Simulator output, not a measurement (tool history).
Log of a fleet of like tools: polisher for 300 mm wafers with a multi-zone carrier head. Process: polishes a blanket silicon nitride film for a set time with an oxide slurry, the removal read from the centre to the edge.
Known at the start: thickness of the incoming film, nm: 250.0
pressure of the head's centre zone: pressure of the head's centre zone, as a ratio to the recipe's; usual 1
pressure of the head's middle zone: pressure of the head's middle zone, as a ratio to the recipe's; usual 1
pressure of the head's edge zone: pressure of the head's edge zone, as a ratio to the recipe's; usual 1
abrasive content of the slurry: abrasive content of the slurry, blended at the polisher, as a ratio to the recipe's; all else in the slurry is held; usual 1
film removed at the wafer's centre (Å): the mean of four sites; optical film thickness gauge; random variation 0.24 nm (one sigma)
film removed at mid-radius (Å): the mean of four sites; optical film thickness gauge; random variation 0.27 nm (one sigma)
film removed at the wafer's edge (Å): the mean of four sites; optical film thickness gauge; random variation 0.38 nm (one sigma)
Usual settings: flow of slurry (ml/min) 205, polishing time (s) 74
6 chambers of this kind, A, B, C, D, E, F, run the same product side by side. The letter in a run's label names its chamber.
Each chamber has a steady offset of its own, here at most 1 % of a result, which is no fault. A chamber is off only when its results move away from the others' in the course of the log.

run	day	flow of slurry (ml/min)	pressure of the head's centre zone	pressure of the head's middle zone	pressure of the head's edge zone	abrasive content of the slurry	polishing time (s)	wafers polished on this pad	hours since the slurry nozzle was cleaned	hours since the centre zone pressure was calibrated	hours since the edge zone pressure was calibrated	film removed at the wafer's centre (Å)	film removed at mid-radius (Å)	film removed at the wafer's edge (Å)
1D	0.208	205	1	1	1	1	74	414	209	922.4	315.7	271.95	263.27	273.75
2A	0.417	205	1	1	1	1	74	83	152.5	843.4	473.3	268.77	267.93	270.76
# day 0.562: chamber A: centre zone pressure recalibrated
3C	0.608	205	1	1	1	1	74	694	291.7	394.9	724.9	263.95	270.32	267.32
4B	0.858	205	1	1	1	1	74	804	95.2	600.6	331.7	270.93	264.41	265.96
5F	1.017	205	1	1	1	1	74	721	56.4	329.6	182.4	270.93	270.33	264.58
6E	1.246	205	1	1	1	1	74	261	133.7	68.9	313.8	267.4	265.59	267.78
# day 1.496: chamber F: centre zone pressure recalibrated
7E	1.504	205	0.92	1	1	1.1	74	312	139.9	75.1	320	254.11	277.9	283.55
# day 1.517: chamber B: worn pad replaced by a new one
8D	1.762	205	0.92	1	1	1.1	74	722	246.3	959.7	353	261.87	277.83	275.84
# day 1.992: chamber D: worn pad replaced by a new one
9B	2.025	205	0.92	1	1	1.1	74	101	123.2	628.6	359.7	259.32	281.36	278.12
# day 2.267: chamber E: worn pad replaced by a new one
10C	2.275	205	0.92	1	1	1.1	74	1024	331.7	434.9	764.9	255.03	285.35	282.48
# day 2.492: chamber F: worn pad replaced by a new one
11F	2.517	205	0.92	1	1	1.1	74	5	92.4	24.6	218.4	259.21	278.74	274.97
12A	2.717	205	0.92	1	1	1.1	74	538	207.7	51.7	528.5	253.37	280.3	288.37
13E	2.867	205	1	0.94	1	1	74	119	172.6	107.8	352.7	268.6	256.17	261.2
# day 2.925: chamber C: worn pad replaced by a new one
14C	3.062	205	1	0.94	1	1	74	27	350.6	453.8	783.8	267.04	254.85	263.23
15A	3.262	205	1	0.94	1	1	74	646	220.8	64.8	541.6	267.27	252.38	273.6
# day 3.296: chamber A: edge zone pressure recalibrated
# day 3.462: chamber A: worn pad replaced by a new one
16F	3.542	205	1	0.94	1	1	74	208	117	49.2	243	266.73	252.78	267.07
17D	3.788	205	1	0.94	1	1	74	356	294.9	1008.3	401.6	271.32	252.92	270.79
18B	4.042	205	1	0.94	1	1	74	500	171.6	677	408.1	273.21	251.8	274.44
19B	4.325	205	1	1	1	1	74	556	178.4	683.8	414.9	272.49	266.58	269.87
20E	4.475	205	1	1	1	1	74	437	211.2	146.4	391.3	265.4	265.02	266.28
21C	4.754	205	1	1	1	1	74	362	391.2	494.4	824.4	268.07	271.52	269.84
# day 4.942: chamber E: worn pad replaced by a new one
22D	4.996	205	1	1	1	1	74	595	323.9	1037.3	430.6	270.19	272.31	267.68
23F	5.183	205	1	1	1	1	74	533	156.4	88.6	282.4	269.65	265.86	275.03
24A	5.412	205	1	1	1	1	74	386	272.4	116.4	50.9	269.01	266.23	271.79
# day 5.425: chamber C: slurry nozzle cleaned
# day 5.483: chamber B: worn pad replaced by a new one
25E	5.625	205	1	1	1	1	74	135	238.8	174	418.9	266.43	269.91	269.08
26C	5.775	205	1	1	1	1	74	564	8.5	518.9	848.9	272.88	271.11	264.83
27A	5.988	205	1	1	1	1	74	499	286.2	130.2	64.7	269.16	264.52	272.62
28B	6.242	205	1	1	1	1	74	150	224.4	729.8	460.9	268.8	263.97	264.37
29F	6.471	205	1	1	1	1	74	788	187.3	119.5	313.3	269.65	270.22	270.31
# day 6.671: chamber D: worn pad replaced by a new one
30D	6.729	205	1	1	1	1	74	11	365.5	1078.9	472.2	270.39	272.93	262.26
# day 6.771: chamber A: worn pad replaced by a new one
# day 6.792: chamber D: centre zone pressure recalibrated
31A	7.033	205	1	1	1	1	74	52	311.3	155.3	89.8	265.57	270.33	262.09
32F	7.308	205	1	1	1	1	74	953	207.4	139.6	333.4	268.93	267.33	271.58
# day 7.371: chamber E: slurry nozzle cleaned
# day 7.467: chamber E: worn pad replaced by a new one
# day 7.525: chamber F: worn pad replaced by a new one
33E	7.571	205	1	1	1	1	74	21	4.9	220.7	465.6	268.56	265.65	273.25
34B	7.754	205	1	1	1	1	74	450	260.7	766.1	497.2	269.79	266.52	268.86
35C	7.95	225	1	1	1	1	74	994	60.7	571.1	901.1	268.23	267.35	272.97
36D	8.167	225	1	1	1	1	74	296	400	33	506.7	277.65	270.99	263.66
37C	8.317	225	1	1	1	1	74	1067	69.5	579.9	909.9	273.02	269.09	267.86
38F	8.542	225	1	1	1	1	74	201	237	169.2	363	275.1	274.45	274.05

Next, every chamber runs the same settings. What will each give?
39A	8.758	205	1	1	1	0.9	74					?	?	?
39B	8.758	205	1	1	1	0.9	74					?	?	?
39C	8.758	205	1	1	1	0.9	74					?	?	?
39D	8.758	205	1	1	1	0.9	74					?	?	?
39E	8.758	205	1	1	1	0.9	74					?	?	?
39F	8.758	205	1	1	1	0.9	74					?	?	?

run	film removed at the wafer's centre (Å)	film removed at mid-radius (Å)	film removed at the wafer's edge (Å)
39A	256.3	254.77	261.26
39B	255.65	255.67	250.46
39C	254.71	255.58	245.82
39D	260.6	254.32	254.21
39E	256.72	254.79	257.63
39F	256.41	252.15	255.47

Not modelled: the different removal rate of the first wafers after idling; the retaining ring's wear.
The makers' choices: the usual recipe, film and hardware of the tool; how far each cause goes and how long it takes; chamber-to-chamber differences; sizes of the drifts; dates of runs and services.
